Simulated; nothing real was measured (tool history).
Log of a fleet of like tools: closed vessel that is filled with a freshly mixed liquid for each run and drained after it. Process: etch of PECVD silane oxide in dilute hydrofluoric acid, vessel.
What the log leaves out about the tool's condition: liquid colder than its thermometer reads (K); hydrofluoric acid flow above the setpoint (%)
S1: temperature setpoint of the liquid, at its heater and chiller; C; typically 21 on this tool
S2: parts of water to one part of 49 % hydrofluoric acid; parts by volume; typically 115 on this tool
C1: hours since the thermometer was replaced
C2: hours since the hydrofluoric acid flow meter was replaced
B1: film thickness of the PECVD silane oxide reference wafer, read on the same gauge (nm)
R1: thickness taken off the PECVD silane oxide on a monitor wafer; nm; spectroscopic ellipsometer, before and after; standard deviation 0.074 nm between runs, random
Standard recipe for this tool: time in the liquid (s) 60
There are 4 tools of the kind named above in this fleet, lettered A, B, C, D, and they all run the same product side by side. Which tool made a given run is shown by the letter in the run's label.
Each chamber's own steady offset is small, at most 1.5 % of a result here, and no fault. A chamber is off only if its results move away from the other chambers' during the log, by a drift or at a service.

run 1D hour=5.9 | S1=21 S2=115 time_in_the_liquid_(s)=60 | C1=1257.1 C2=432.2 | B1=119.98 | R1=9.9700
run 2B hour=11.5 | S1=21 S2=115 time_in_the_liquid_(s)=60 | C1=2462.1 C2=482.9 | B1=120.03 | R1=9.9268
run 3A hour=16.9 | S1=21 S2=115 time_in_the_liquid_(s)=60 | C1=129.9 C2=1219.0 | B1=120.00 | R1=9.7844
run 4C hour=20.0 | S1=21 S2=115 time_in_the_liquid_(s)=60 | C1=1208.3 C2=585.7 | B1=120.00 | R1=9.7386
run 5C hour=24.0 | S1=17 S2=115 time_in_the_liquid_(s)=60 | C1=1212.3 C2=589.7 | B1=120.02 | R1=8.3593
run 6A hour=31.0 | S1=17 S2=115 time_in_the_liquid_(s)=60 | C1=144.0 C2=1233.1 | B1=120.01 | R1=8.5293
run 7B hour=37.1 | S1=17 S2=115 time_in_the_liquid_(s)=60 | C1=2487.7 C2=508.5 | B1=119.99 | R1=8.5417
run 8D hour=41.1 | S1=17 S2=115 time_in_the_liquid_(s)=60 | C1=1292.3 C2=467.4 | B1=120.00 | R1=8.5176
run 9C hour=47.3 | S1=21 S2=80 time_in_the_liquid_(s)=60 | C1=1235.6 C2=613.0 | B1=120.00 | R1=14.9980
run 10A hour=54.1 | S1=21 S2=80 time_in_the_liquid_(s)=60 | C1=167.1 C2=1256.2 | B1=119.99 | R1=14.8820
run 11D hour=58.0 | S1=21 S2=80 time_in_the_liquid_(s)=60 | C1=1309.2 C2=484.3 | B1=120.03 | R1=14.8770
run 12B hour=65.2 | S1=21 S2=80 time_in_the_liquid_(s)=60 | C1=2515.8 C2=536.6 | B1=119.99 | R1=14.9540
run 13A hour=69.9 | S1=21 S2=115 time_in_the_liquid_(s)=60 | C1=182.9 C2=1272.0 | B1=120.00 | R1=10.0580
run 14B hour=75.2 | S1=21 S2=115 time_in_the_liquid_(s)=60 | C1=2525.8 C2=546.6 | B1=120.01 | R1=10.1250
run 15D hour=79.9 | S1=21 S2=90 time_in_the_liquid_(s)=75 | C1=1331.1 C2=506.2 | B1=119.99 | R1=16.2590
run 16C hour=85.2 | S1=21 S2=90 time_in_the_liquid_(s)=75 | C1=1273.5 C2=650.9 | B1=120.01 | R1=16.4380
-- hour=85.7 chamber C: hydrofluoric acid flow meter replaced
run 17C hour=90.9 | S1=21 S2=90 time_in_the_liquid_(s)=75 | C1=1279.2 C2=5.3 | B1=120.02 | R1=16.4620
run 18B hour=97.9 | S1=21 S2=90 time_in_the_liquid_(s)=75 | C1=2548.5 C2=569.3 | B1=120.00 | R1=16.3890
run 19A hour=101.6 | S1=21 S2=75 time_in_the_liquid_(s)=90 | C1=214.6 C2=1303.7 | B1=120.01 | R1=24.9670
run 20D hour=108.1 | S1=21 S2=75 time_in_the_liquid_(s)=90 | C1=1359.3 C2=534.4 | B1=119.99 | R1=23.7880
-- hour=113.7 chamber C: thermometer replaced
run 21D hour=113.8 | S1=21 S2=75 time_in_the_liquid_(s)=90 | C1=1365.0 C2=540.1 | B1=120.00 | R1=23.7490
run 22A hour=120.8 | S1=21 S2=75 time_in_the_liquid_(s)=90 | C1=233.8 C2=1322.9 | B1=119.99 | R1=24.8370
run 23C hour=125.3 | S1=21 S2=115 time_in_the_liquid_(s)=60 | C1=11.7 C2=39.7 | B1=120.03 | R1=9.9175
run 24B hour=132.1 | S1=21 S2=115 time_in_the_liquid_(s)=60 | C1=2582.7 C2=603.5 | B1=120.00 | R1=10.1280
run 25A hour=138.5 | S1=21 S2=115 time_in_the_liquid_(s)=60 | C1=251.5 C2=1340.6 | B1=119.99 | R1=10.3340
run 26B hour=144.5 | S1=21 S2=115 time_in_the_liquid_(s)=60 | C1=2595.1 C2=615.9 | B1=120.01 | R1=9.9986
run 27C hour=151.1 | S1=21 S2=115 time_in_the_liquid_(s)=60 | C1=37.5 C2=65.5 | B1=119.99 | R1=9.8805
run 28D hour=156.2 | S1=21 S2=115 time_in_the_liquid_(s)=60 | C1=1407.4 C2=582.5 | B1=120.01 | R1=9.9603
run 29D hour=161.0 | S1=21 S2=115 time_in_the_liquid_(s)=60 | C1=1412.2 C2=587.3 | B1=119.98 | R1=9.9623
run 30A hour=166.1 | S1=21 S2=115 time_in_the_liquid_(s)=60 | C1=279.1 C2=1368.2 | B1=119.98 | R1=10.4550
run 31C hour=171.2 | S1=21 S2=115 time_in_the_liquid_(s)=60 | C1=57.6 C2=85.6 | B1=120.00 | R1=9.9109
run 32B hour=178.3 | S1=21 S2=115 time_in_the_liquid_(s)=60 | C1=2628.9 C2=649.7 | B1=120.00 | R1=10.0810
run 33C hour=182.5 | S1=21 S2=115 time_in_the_liquid_(s)=60 | C1=68.9 C2=96.9 | B1=120.00 | R1=9.8957

Which is it: a chamber that has drifted or been left off by a service, a gauge drift common to all chambers, or only each chamber's usual small offset? If a chamber is off, name it and its likeliest cause.

It is chamber A that slowly wanders off from its peers.
What lies behind it: hydrofluoric acid flow above the setpoint (%) = 5.75.
The log might look much the same if the cause were instead: liquid hotter than its thermometer reads (K).

Which of the 4 candidates below, each the usual settings with something changed and its results left as question marks, puts chamber A back in line with what the other chambers give on the usual settings?
A result is in line if it is within this distance of the other chambers' mean on the usual settings: R1 0.2600 nm
run 34A-1 hour=187.6 | S1=20.5 S2=115 time_in_the_liquid_(s)=55 | R1=?
run 34A-2 hour=187.6 | S1=21.0 S2=110 time_in_the_liquid_(s)=60 | R1=?
run 34A-3 hour=187.6 | S1=21.0 S2=105 time_in_the_liquid_(s)=60 | R1=?
run 34A-4 hour=187.6 | S1=21.0 S2=120 time_in_the_liquid_(s)=60 | R1=?

Average result of the remaining chambers running the usual settings: R1 10.0030 nm
run=34A-1 R1=9.4707
run=34A-2 R1=11.0830
run=34A-3 R1=11.6800
run=34A-4 R1=10.0420
34A-4 puts the chamber back in line with the other chambers.
